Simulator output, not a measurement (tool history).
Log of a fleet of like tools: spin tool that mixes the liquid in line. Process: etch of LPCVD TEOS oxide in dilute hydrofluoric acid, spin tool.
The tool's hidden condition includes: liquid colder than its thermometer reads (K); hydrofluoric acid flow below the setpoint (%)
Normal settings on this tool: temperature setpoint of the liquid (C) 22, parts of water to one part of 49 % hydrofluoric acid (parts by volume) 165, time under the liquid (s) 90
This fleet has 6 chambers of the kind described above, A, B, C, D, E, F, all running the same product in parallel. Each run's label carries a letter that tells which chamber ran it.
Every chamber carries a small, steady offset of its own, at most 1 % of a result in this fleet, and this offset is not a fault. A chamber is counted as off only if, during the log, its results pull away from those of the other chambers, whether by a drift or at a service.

| run | hour | temperature setpoint of the liquid (C) | parts of water to one part of 49 % hydrofluoric acid (parts by volume) | time under the liquid (s) | hours since the thermometer was replaced | hours since the hydrofluoric acid flow meter was replaced | read-back film thickness of the LPCVD TEOS oxide reference wafer, read on the same gauge (nm) | thickness taken off the LPCVD TEOS oxide on a monitor wafer (angstrom) |
|---|---|---|---|---|---|---|---|---|
| 1B | 5.1 | 22 | 165 | 90 | 276.5 | 180.4 | 39.998 | 77.859 |
| 2E | 7.5 | 22 | 165 | 90 | 2457 | 207.3 | 39.964 | 78.689 |
| 3A | 12.7 | 22 | 165 | 90 | 1153.8 | 1270.5 | 40.003 | 79.147 |
| 4D | 16.8 | 22 | 165 | 90 | 499.1 | 137.4 | 39.979 | 78.278 |
| 5F | 21.2 | 22 | 165 | 90 | 100.8 | 2008.5 | 40.014 | 77.572 |
| 6C | 25.8 | 22 | 165 | 90 | 1084.1 | 974.1 | 40.034 | 79.382 |
| 7C | 28.7 | 22 | 165 | 90 | 1087 | 977 | 40.023 | 78.518 |
| 8E | 33.3 | 22 | 165 | 90 | 2482.8 | 233.1 | 40.041 | 79.259 |
| 9A | 37.3 | 22 | 165 | 90 | 1178.4 | 1295.1 | 40 | 77.462 |
| 10D | 40.2 | 22 | 165 | 90 | 522.5 | 160.8 | 40.027 | 77.742 |
| 11F | 44.6 | 22 | 165 | 90 | 124.2 | 2031.9 | 40.031 | 78.413 |
| 12B | 49.4 | 22 | 165 | 90 | 320.8 | 224.7 | 40.002 | 78.599 |
| 13F | 54.2 | 22 | 165 | 90 | 133.8 | 2041.5 | 40.012 | 78.602 |
| 14B | 58.1 | 22 | 165 | 90 | 329.5 | 233.4 | 39.965 | 78.594 |
|  | 58.8 | chamber C: hydrofluoric acid flow meter replaced |
| 15C | 63.1 | 22 | 165 | 90 | 1121.4 | 4.4 | 39.994 | 78.974 |
| 16D | 65.7 | 22 | 165 | 90 | 548 | 186.3 | 39.975 | 76.518 |
| 17A | 69.3 | 22 | 165 | 90 | 1210.4 | 1327.1 | 40.022 | 78.886 |
|  | 74.2 | chamber F: hydrofluoric acid flow meter replaced |
| 18E | 74.2 | 22 | 165 | 90 | 2523.7 | 274 | 40 | 79.48 |
| 19A | 79.3 | 22 | 165 | 90 | 1220.4 | 1337.1 | 39.987 | 78.838 |
| 20D | 83.7 | 22 | 165 | 90 | 566 | 204.3 | 39.974 | 75.667 |
| 21B | 86.8 | 22 | 165 | 90 | 358.2 | 262.1 | 40.014 | 78.19 |
| 22E | 90.2 | 22 | 165 | 90 | 2539.7 | 290 | 40.039 | 78.734 |
| 23C | 94.5 | 22 | 165 | 90 | 1152.8 | 35.8 | 39.974 | 79.118 |
| 24F | 98.4 | 18 | 165 | 65 | 178 | 24.2 | 39.968 | 48.534 |
| 25F | 102.7 | 18 | 165 | 65 | 182.3 | 28.5 | 40.056 | 49.307 |
| 26E | 107.5 | 18 | 165 | 65 | 2557 | 307.3 | 39.983 | 48.605 |
| 27D | 109.8 | 18 | 165 | 65 | 592.1 | 230.4 | 40.051 | 44.766 |
| 28A | 114.7 | 18 | 165 | 65 | 1255.8 | 1372.5 | 40 | 49.522 |
| 29C | 118.4 | 18 | 165 | 65 | 1176.7 | 59.7 | 39.997 | 48.845 |
| 30B | 120.9 | 22 | 165 | 90 | 392.3 | 296.2 | 39.996 | 77.811 |
| 31F | 124.3 | 22 | 165 | 90 | 203.9 | 50.1 | 40.019 | 78.685 |
| 32E | 127.1 | 18 | 240 | 90 | 2576.6 | 326.9 | 39.996 | 44.233 |
| 33B | 131.6 | 18 | 240 | 90 | 403 | 306.9 | 39.972 | 43.032 |
| 34C | 135.7 | 18 | 240 | 90 | 1194 | 77 | 39.952 | 42.361 |
| 35D | 139.2 | 18 | 240 | 90 | 621.5 | 259.8 | 39.935 | 39.951 |
| 36A | 143.3 | 18 | 240 | 90 | 1284.4 | 1401.1 | 40.013 | 42.684 |

All 6 chambers run these settings next. Forecast each chamber's results:
| 37A | 147.1 | 22 | 190 | 90 |  |  |  | ? |
| 37B | 147.1 | 22 | 190 | 90 |  |  |  | ? |
| 37C | 147.1 | 22 | 190 | 90 |  |  |  | ? |
| 37D | 147.1 | 22 | 190 | 90 |  |  |  | ? |
| 37E | 147.1 | 22 | 190 | 90 |  |  |  | ? |
| 37F | 147.1 | 22 | 190 | 90 |  |  |  | ? |

| run | thickness taken off the LPCVD TEOS oxide on a monitor wafer (angstrom) |
|---|---|
| 37A | 66.236 |
| 37B | 66.273 |
| 37C | 66.637 |
| 37D | 59.959 |
| 37E | 65.695 |
| 37F | 66.689 |
